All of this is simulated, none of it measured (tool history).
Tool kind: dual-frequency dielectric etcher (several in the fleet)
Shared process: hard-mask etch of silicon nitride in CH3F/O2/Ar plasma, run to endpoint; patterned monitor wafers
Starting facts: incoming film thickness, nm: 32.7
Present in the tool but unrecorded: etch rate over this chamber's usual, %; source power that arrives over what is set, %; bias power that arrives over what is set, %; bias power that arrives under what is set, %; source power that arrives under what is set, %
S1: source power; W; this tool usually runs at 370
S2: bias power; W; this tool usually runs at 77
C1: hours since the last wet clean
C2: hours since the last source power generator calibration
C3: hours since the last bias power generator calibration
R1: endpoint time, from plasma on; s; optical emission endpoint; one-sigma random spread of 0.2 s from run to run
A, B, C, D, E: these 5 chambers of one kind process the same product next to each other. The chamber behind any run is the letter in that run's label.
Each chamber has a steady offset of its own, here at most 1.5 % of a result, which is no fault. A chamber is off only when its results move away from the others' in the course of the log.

{"run": "1A", "hour": 6.8, "S1": 370, "S2": 77, "C1": 196.2, "C2": 489.8, "C3": 1746.7, "R1": 48.152}
{"run": "2C", "hour": 12.0, "S1": 370, "S2": 77, "C1": 311.1, "C2": 2561.1, "C3": 460.8, "R1": 47.67}
{"run": "3E", "hour": 18.1, "S1": 370, "S2": 77, "C1": 223.5, "C2": 1045.4, "C3": 441.4, "R1": 47.505}
{"run": "4D", "hour": 25.7, "S1": 370, "S2": 77, "C1": 98.3, "C2": 772.1, "C3": 3518.2, "R1": 47.383}
{"run": "5B", "hour": 30.9, "S1": 370, "S2": 77, "C1": 447.7, "C2": 525.2, "C3": 338.9, "R1": 47.849}
{"hour": 32.2, "done": "chamber B: wet clean of the chamber"}
{"run": "6D", "hour": 40.4, "S1": 370, "S2": 77, "C1": 113, "C2": 786.8, "C3": 3532.9, "R1": 47.126}
{"run": "7C", "hour": 46.2, "S1": 370, "S2": 77, "C1": 345.3, "C2": 2595.3, "C3": 495, "R1": 47.459}
{"run": "8B", "hour": 53.5, "S1": 340, "S2": 77, "C1": 21.3, "C2": 547.8, "C3": 361.5, "R1": 49.469}
{"run": "9E", "hour": 60.5, "S1": 340, "S2": 77, "C1": 265.9, "C2": 1087.8, "C3": 483.8, "R1": 49.091}
{"run": "10A", "hour": 66.1, "S1": 340, "S2": 77, "C1": 255.5, "C2": 549.1, "C3": 1806, "R1": 49.695}
{"run": "11D", "hour": 73.7, "S1": 340, "S2": 77, "C1": 146.3, "C2": 820.1, "C3": 3566.2, "R1": 48.919}
{"run": "12E", "hour": 83.9, "S1": 340, "S2": 77, "C1": 289.3, "C2": 1111.2, "C3": 507.2, "R1": 49.025}
{"run": "13C", "hour": 90.4, "S1": 370, "S2": 77, "C1": 389.5, "C2": 2639.5, "C3": 539.2, "R1": 47.872}
{"run": "14B", "hour": 99.8, "S1": 370, "S2": 77, "C1": 67.6, "C2": 594.1, "C3": 407.8, "R1": 48.087}
{"run": "15A", "hour": 106.8, "S1": 370, "S2": 77, "C1": 296.2, "C2": 589.8, "C3": 1846.7, "R1": 48.322}
{"run": "16A", "hour": 118.4, "S1": 420, "S2": 87, "C1": 307.8, "C2": 601.4, "C3": 1858.3, "R1": 43.765}
{"run": "17E", "hour": 123.8, "S1": 420, "S2": 87, "C1": 329.2, "C2": 1151.1, "C3": 547.1, "R1": 43.322}
{"run": "18D", "hour": 133.6, "S1": 420, "S2": 87, "C1": 206.2, "C2": 880, "C3": 3626.1, "R1": 43.426}
{"hour": 133.9, "done": "chamber C: wet clean of the chamber"}
{"run": "19C", "hour": 142.6, "S1": 420, "S2": 87, "C1": 8.7, "C2": 2691.7, "C3": 591.4, "R1": 43.181}
{"run": "20B", "hour": 152.9, "S1": 420, "S2": 87, "C1": 120.7, "C2": 647.2, "C3": 460.9, "R1": 44.006}
{"run": "21E", "hour": 161.3, "S1": 450, "S2": 84, "C1": 366.7, "C2": 1188.6, "C3": 584.6, "R1": 42.349}
{"run": "22B", "hour": 169.3, "S1": 450, "S2": 84, "C1": 137.1, "C2": 663.6, "C3": 477.3, "R1": 43.14}
{"run": "23A", "hour": 180.1, "S1": 450, "S2": 84, "C1": 369.5, "C2": 663.1, "C3": 1920, "R1": 43.688}
{"run": "24D", "hour": 188.8, "S1": 450, "S2": 84, "C1": 261.4, "C2": 935.2, "C3": 3681.3, "R1": 42.705}
{"run": "25C", "hour": 195.4, "S1": 450, "S2": 84, "C1": 61.5, "C2": 2744.5, "C3": 644.2, "R1": 42.638}
{"run": "26A", "hour": 204.9, "S1": 330, "S2": 77, "C1": 394.3, "C2": 687.9, "C3": 1944.8, "R1": 50.349}
{"run": "27C", "hour": 213.4, "S1": 330, "S2": 77, "C1": 79.5, "C2": 2762.5, "C3": 662.2, "R1": 49.633}
{"run": "28B", "hour": 223.1, "S1": 330, "S2": 77, "C1": 190.9, "C2": 717.4, "C3": 531.1, "R1": 50.228}
{"run": "29E", "hour": 229.3, "S1": 330, "S2": 77, "C1": 434.7, "C2": 1256.6, "C3": 652.6, "R1": 48.442}
{"run": "30D", "hour": 239.0, "S1": 330, "S2": 77, "C1": 311.6, "C2": 985.4, "C3": 3731.5, "R1": 49.478}
{"hour": 242.8, "done": "chamber A: wet clean of the chamber"}
{"run": "31B", "hour": 248.3, "S1": 370, "S2": 77, "C1": 216.1, "C2": 742.6, "C3": 556.3, "R1": 47.885}
{"run": "32C", "hour": 253.7, "S1": 370, "S2": 77, "C1": 119.8, "C2": 2802.8, "C3": 702.5, "R1": 47.534}
{"run": "33D", "hour": 265.1, "S1": 370, "S2": 77, "C1": 337.7, "C2": 1011.5, "C3": 3757.6, "R1": 47.315}
{"run": "34A", "hour": 272.7, "S1": 370, "S2": 77, "C1": 29.9, "C2": 755.7, "C3": 2012.6, "R1": 48.623}
{"run": "35E", "hour": 279.6, "S1": 370, "S2": 77, "C1": 485, "C2": 1306.9, "C3": 702.9, "R1": 46.057}
{"run": "36B", "hour": 288.7, "S1": 370, "S2": 77, "C1": 256.5, "C2": 783, "C3": 596.7, "R1": 48.158}
{"run": "37C", "hour": 294.8, "S1": 370, "S2": 77, "C1": 160.9, "C2": 2843.9, "C3": 743.6, "R1": 47.416}
{"run": "38D", "hour": 303.5, "S1": 370, "S2": 77, "C1": 376.1, "C2": 1049.9, "C3": 3796, "R1": 47.381}
{"run": "39A", "hour": 310.8, "S1": 370, "S2": 77, "C1": 68, "C2": 793.8, "C3": 2050.7, "R1": 48.253}
{"run": "40E", "hour": 317.9, "S1": 370, "S2": 77, "C1": 523.3, "C2": 1345.2, "C3": 741.2, "R1": 45.427}

The same settings go to every chamber for the next run, one line per chamber below. Forecast the results for each:
{"run": "41A", "hour": 326.2, "S1": 370, "S2": 66, "R1": "?"}
{"run": "41B", "hour": 326.2, "S1": 370, "S2": 66, "R1": "?"}
{"run": "41C", "hour": 326.2, "S1": 370, "S2": 66, "R1": "?"}
{"run": "41D", "hour": 326.2, "S1": 370, "S2": 66, "R1": "?"}
{"run": "41E", "hour": 326.2, "S1": 370, "S2": 66, "R1": "?"}

run=41A R1=50.624
run=41B R1=50.975
run=41C R1=50.158
run=41D R1=49.831
run=41E R1=47.683
